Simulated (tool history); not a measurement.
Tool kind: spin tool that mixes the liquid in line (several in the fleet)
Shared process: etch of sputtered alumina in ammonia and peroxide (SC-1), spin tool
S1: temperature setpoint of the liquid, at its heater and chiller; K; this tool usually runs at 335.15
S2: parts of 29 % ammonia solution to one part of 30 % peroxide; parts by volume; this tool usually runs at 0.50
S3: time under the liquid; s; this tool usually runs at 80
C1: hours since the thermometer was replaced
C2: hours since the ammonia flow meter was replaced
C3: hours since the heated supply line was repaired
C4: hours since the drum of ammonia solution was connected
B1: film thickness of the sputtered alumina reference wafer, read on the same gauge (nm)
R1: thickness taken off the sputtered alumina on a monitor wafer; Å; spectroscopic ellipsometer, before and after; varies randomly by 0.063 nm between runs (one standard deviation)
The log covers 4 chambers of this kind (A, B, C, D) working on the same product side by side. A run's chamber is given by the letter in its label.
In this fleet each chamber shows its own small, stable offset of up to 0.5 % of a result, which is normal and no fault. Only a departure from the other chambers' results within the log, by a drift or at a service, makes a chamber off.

run	hour	S1	S2	S3	C1	C2	C3	C4	B1	R1
1B	4.9	335.15	0.50	80	1629.9	464.2	1486.2	236.2	130.03	84.914
2A	12.8	335.15	0.50	80	762.7	493.8	342.9	97.1	129.99	82.294
# hour 13.1: chamber B: new drum of ammonia solution connected
3D	21.6	335.15	0.50	80	384.4	228.5	1272.9	447.2	130.01	83.406
4C	28.4	335.15	0.50	80	418.7	1374.1	631.2	106.2	130.01	83.067
5B	36.4	343.15	0.30	80	1661.4	495.7	1517.7	23.4	130.00	117.440
6C	43.9	343.15	0.30	80	434.2	1389.6	646.7	121.7	130.02	119.650
7A	52.5	343.15	0.30	80	802.4	533.5	382.6	136.8	130.00	117.520
8D	58.6	343.15	0.30	80	421.4	265.5	1309.9	484.2	129.95	118.230
9A	66.6	335.15	0.50	80	816.5	547.6	396.7	150.9	129.99	82.140
10B	72.2	335.15	0.50	80	1697.2	531.5	1553.5	59.2	130.00	84.030
# hour 76.3: chamber B: thermometer replaced
11D	76.5	335.15	0.50	80	439.3	283.4	1327.8	502.1	129.99	85.605
12C	80.5	335.15	0.50	80	470.8	1426.2	683.3	158.3	129.98	84.162
13A	85.6	335.15	0.50	80	835.5	566.6	415.7	169.9	130.00	83.482
14C	91.6	335.15	0.75	35	481.9	1437.3	694.4	169.4	130.02	38.451
# hour 95.8: chamber A: new drum of ammonia solution connected
15B	96.8	335.15	0.75	35	20.5	556.1	1578.1	83.8	130.02	37.872
16D	105.2	335.15	0.75	35	468.0	312.1	1356.5	530.8	130.00	38.057
17B	109.8	335.15	0.75	35	33.5	569.1	1591.1	96.8	130.01	37.838
18D	118.7	335.15	0.50	80	481.5	325.6	1370.0	544.3	130.01	82.433
# hour 122.2: chamber C: new drum of ammonia solution connected
19A	126.3	335.15	0.50	80	876.2	607.3	456.4	30.6	130.03	82.564
20C	133.9	335.15	0.50	80	524.2	1479.6	736.7	11.8	130.02	83.696
21A	141.9	335.15	0.50	80	891.8	622.9	472.0	46.2	130.02	84.854
22B	149.9	335.15	0.50	80	73.6	609.2	1631.2	136.9	130.01	82.857
23C	155.5	335.15	0.50	80	545.8	1501.2	758.3	33.4	130.01	83.431
24D	163.6	335.15	0.50	80	526.4	370.5	1414.9	589.2	130.00	81.389
25A	167.9	335.15	0.50	80	917.8	648.9	498.0	72.2	129.97	82.853
26D	176.0	328.65	0.50	35	538.8	382.9	1427.3	601.6	129.99	25.400
27C	182.0	328.65	0.50	35	572.3	1527.7	784.8	59.9	129.97	26.088
28B	186.5	328.65	0.50	35	110.2	645.8	1667.8	173.5	130.01	26.197
29A	191.2	328.65	0.50	35	941.1	672.2	521.3	95.5	130.02	26.053
# hour 191.8: chamber D: new drum of ammonia solution connected
30B	197.1	335.15	0.50	80	120.8	656.4	1678.4	184.1	130.01	83.733
31D	202.5	335.15	0.50	80	565.3	409.4	1453.8	10.7	129.96	79.277
32C	210.0	335.15	0.50	80	600.3	1555.7	812.8	87.9	130.02	83.609
33A	218.3	335.15	0.70	40	968.2	699.3	548.4	122.6	129.98	43.027
34D	225.7	335.15	0.70	40	588.5	432.6	1477.0	33.9	129.99	40.475
35B	232.1	335.15	0.70	40	155.8	691.4	1713.4	219.1	129.99	43.153
36C	238.6	335.15	0.70	40	628.9	1584.3	841.4	116.5	129.97	43.097
37B	243.7	335.15	0.50	80	167.4	703.0	1725.0	230.7	129.98	83.066
38D	249.9	335.15	0.50	80	612.7	456.8	1501.2	58.1	130.00	78.663

The same settings go to every chamber for the next run, one line per chamber below. Forecast the results for each:
39A	256.4	335.15	0.50	80						?
39B	256.4	335.15	0.50	80						?
39C	256.4	335.15	0.50	80						?
39D	256.4	335.15	0.50	80						?

run	R1
39A	83.493
39B	83.457
39C	84.477
39D	77.160
